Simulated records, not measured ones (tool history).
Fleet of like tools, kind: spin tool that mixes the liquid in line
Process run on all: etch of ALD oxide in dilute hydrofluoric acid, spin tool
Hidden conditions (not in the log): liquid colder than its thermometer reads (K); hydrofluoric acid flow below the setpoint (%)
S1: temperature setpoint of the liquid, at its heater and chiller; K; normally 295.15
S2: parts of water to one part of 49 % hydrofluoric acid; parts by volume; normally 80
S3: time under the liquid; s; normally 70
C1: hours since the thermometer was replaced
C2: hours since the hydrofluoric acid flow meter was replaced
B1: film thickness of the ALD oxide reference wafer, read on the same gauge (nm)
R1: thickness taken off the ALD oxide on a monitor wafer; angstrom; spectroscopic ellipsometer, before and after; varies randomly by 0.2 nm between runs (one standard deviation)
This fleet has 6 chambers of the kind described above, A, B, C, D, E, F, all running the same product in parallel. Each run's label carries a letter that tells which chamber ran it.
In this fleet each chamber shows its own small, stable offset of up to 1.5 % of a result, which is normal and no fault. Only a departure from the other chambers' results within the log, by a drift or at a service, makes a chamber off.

run 1B hour=12.5 | S1=295.15 S2=80 S3=70 | C1=1125.6 C2=1384.7 | B1=59.999 | R1=194.240
run 2E hour=22.3 | S1=295.15 S2=80 S3=70 | C1=571.2 C2=1254.8 | B1=60.029 | R1=196.600
run 3C hour=32.6 | S1=295.15 S2=80 S3=70 | C1=380.6 C2=499.1 | B1=60.020 | R1=198.030
run 4D hour=41.7 | S1=295.15 S2=80 S3=70 | C1=306.2 C2=752.0 | B1=60.001 | R1=199.490
run 5F hour=52.3 | S1=295.15 S2=80 S3=70 | C1=1844.4 C2=1260.8 | B1=59.995 | R1=198.510
run 6A hour=60.9 | S1=295.15 S2=80 S3=70 | C1=64.6 C2=863.7 | B1=60.008 | R1=200.700
run 7D hour=71.8 | S1=291.65 S2=80 S3=70 | C1=336.3 C2=782.1 | B1=60.005 | R1=173.230
run 8C hour=81.8 | S1=291.65 S2=80 S3=70 | C1=429.8 C2=548.3 | B1=60.002 | R1=171.380
run 9A hour=90.9 | S1=291.65 S2=80 S3=70 | C1=94.6 C2=893.7 | B1=60.005 | R1=170.680
-- hour=95.9 chamber F: thermometer replaced
run 10B hour=101.8 | S1=291.65 S2=80 S3=70 | C1=1214.9 C2=1474.0 | B1=59.995 | R1=169.740
run 11E hour=112.4 | S1=291.65 S2=80 S3=70 | C1=661.3 C2=1344.9 | B1=59.988 | R1=171.300
run 12F hour=120.4 | S1=291.65 S2=80 S3=70 | C1=24.6 C2=1328.9 | B1=59.989 | R1=170.730
run 13E hour=127.5 | S1=295.15 S2=80 S3=70 | C1=676.4 C2=1360.0 | B1=59.997 | R1=196.090
run 14D hour=138.8 | S1=295.15 S2=80 S3=70 | C1=403.3 C2=849.1 | B1=60.003 | R1=198.210
run 15F hour=145.0 | S1=295.15 S2=80 S3=70 | C1=49.2 C2=1353.5 | B1=60.001 | R1=195.590
run 16C hour=157.7 | S1=295.15 S2=80 S3=70 | C1=505.7 C2=624.2 | B1=60.003 | R1=197.440
run 17A hour=170.7 | S1=295.15 S2=80 S3=70 | C1=174.4 C2=973.5 | B1=60.008 | R1=197.950
run 18B hour=180.8 | S1=295.15 S2=80 S3=70 | C1=1293.9 C2=1553.0 | B1=60.020 | R1=201.430
run 19D hour=190.7 | S1=295.15 S2=80 S3=70 | C1=455.2 C2=901.0 | B1=60.009 | R1=199.460
run 20A hour=204.1 | S1=295.15 S2=80 S3=70 | C1=207.8 C2=1006.9 | B1=60.005 | R1=195.320
run 21E hour=216.6 | S1=295.15 S2=80 S3=70 | C1=765.5 C2=1449.1 | B1=59.993 | R1=191.460
run 22C hour=223.7 | S1=295.15 S2=80 S3=70 | C1=571.7 C2=690.2 | B1=59.994 | R1=198.960
run 23B hour=229.7 | S1=295.15 S2=80 S3=70 | C1=1342.8 C2=1601.9 | B1=59.998 | R1=199.370
run 24F hour=241.3 | S1=295.15 S2=80 S3=70 | C1=145.5 C2=1449.8 | B1=60.024 | R1=187.080
run 25C hour=253.5 | S1=295.15 S2=80 S3=70 | C1=601.5 C2=720.0 | B1=59.999 | R1=199.680
run 26A hour=266.8 | S1=295.15 S2=80 S3=70 | C1=270.5 C2=1069.6 | B1=60.003 | R1=196.060
run 27D hour=273.1 | S1=298.65 S2=80 S3=50 | C1=537.6 C2=983.4 | B1=59.990 | R1=167.760
run 28E hour=286.5 | S1=298.65 S2=80 S3=50 | C1=835.4 C2=1519.0 | B1=59.987 | R1=161.690
-- hour=292.8 chamber C: hydrofluoric acid flow meter replaced
run 29B hour=295.8 | S1=298.65 S2=80 S3=50 | C1=1408.9 C2=1668.0 | B1=60.008 | R1=160.050
run 30F hour=308.9 | S1=298.65 S2=80 S3=50 | C1=213.1 C2=1517.4 | B1=60.005 | R1=150.110
run 31C hour=316.2 | S1=298.65 S2=80 S3=50 | C1=664.2 C2=23.4 | B1=60.000 | R1=162.330
run 32F hour=329.0 | S1=298.65 S2=80 S3=50 | C1=233.2 C2=1537.5 | B1=60.018 | R1=148.600
run 33A hour=335.6 | S1=295.15 S2=80 S3=70 | C1=339.3 C2=1138.4 | B1=59.994 | R1=200.320
run 34B hour=342.4 | S1=295.15 S2=80 S3=70 | C1=1455.5 C2=1714.6 | B1=59.997 | R1=199.870
run 35D hour=354.6 | S1=295.15 S2=80 S3=70 | C1=619.1 C2=1064.9 | B1=59.989 | R1=202.430
run 36E hour=365.7 | S1=298.65 S2=80 S3=70 | C1=914.6 C2=1598.2 | B1=59.987 | R1=227.360
-- hour=371.1 chamber A: hydrofluoric acid flow meter replaced
run 37A hour=378.1 | S1=298.65 S2=80 S3=70 | C1=381.8 C2=7.1 | B1=59.993 | R1=232.950
run 38F hour=385.9 | S1=298.65 S2=80 S3=70 | C1=290.1 C2=1594.4 | B1=60.012 | R1=206.260
run 39B hour=400.1 | S1=298.65 S2=80 S3=70 | C1=1513.2 C2=1772.3 | B1=60.005 | R1=233.110

One chamber off, gauge drift, or nothing amiss beyond the chambers' own small offsets? If it is a chamber, which one, and what is the likeliest cause?

Little by little, chamber F moves away from the other chambers.
Cause: hydrofluoric acid flow below the setpoint (%) = 9.69.

Below are 4 candidate recipes for chamber F's next run, each the usual settings with a change, their results shown as question marks. Which of them brings F's results back in line with what the other chambers give on the usual settings?
A result is in line if it is within this distance of the other chambers' mean on the usual settings: R1 6.900 angstrom
run 40F-1 hour=410.2 | S1=295.15 S2=95 S3=70 | R1=?
run 40F-2 hour=410.2 | S1=299.65 S2=80 S3=70 | R1=?
run 40F-3 hour=410.2 | S1=292.15 S2=80 S3=70 | R1=?
run 40F-4 hour=410.2 | S1=298.15 S2=80 S3=70 | R1=?

What the other chambers average on the usual settings: R1 198.720 angstrom
run=40F-1 R1=145.320
run=40F-2 R1=210.060
run=40F-3 R1=155.900
run=40F-4 R1=198.180
40F-4 is the one that brings the chamber's results back in line with the other chambers.
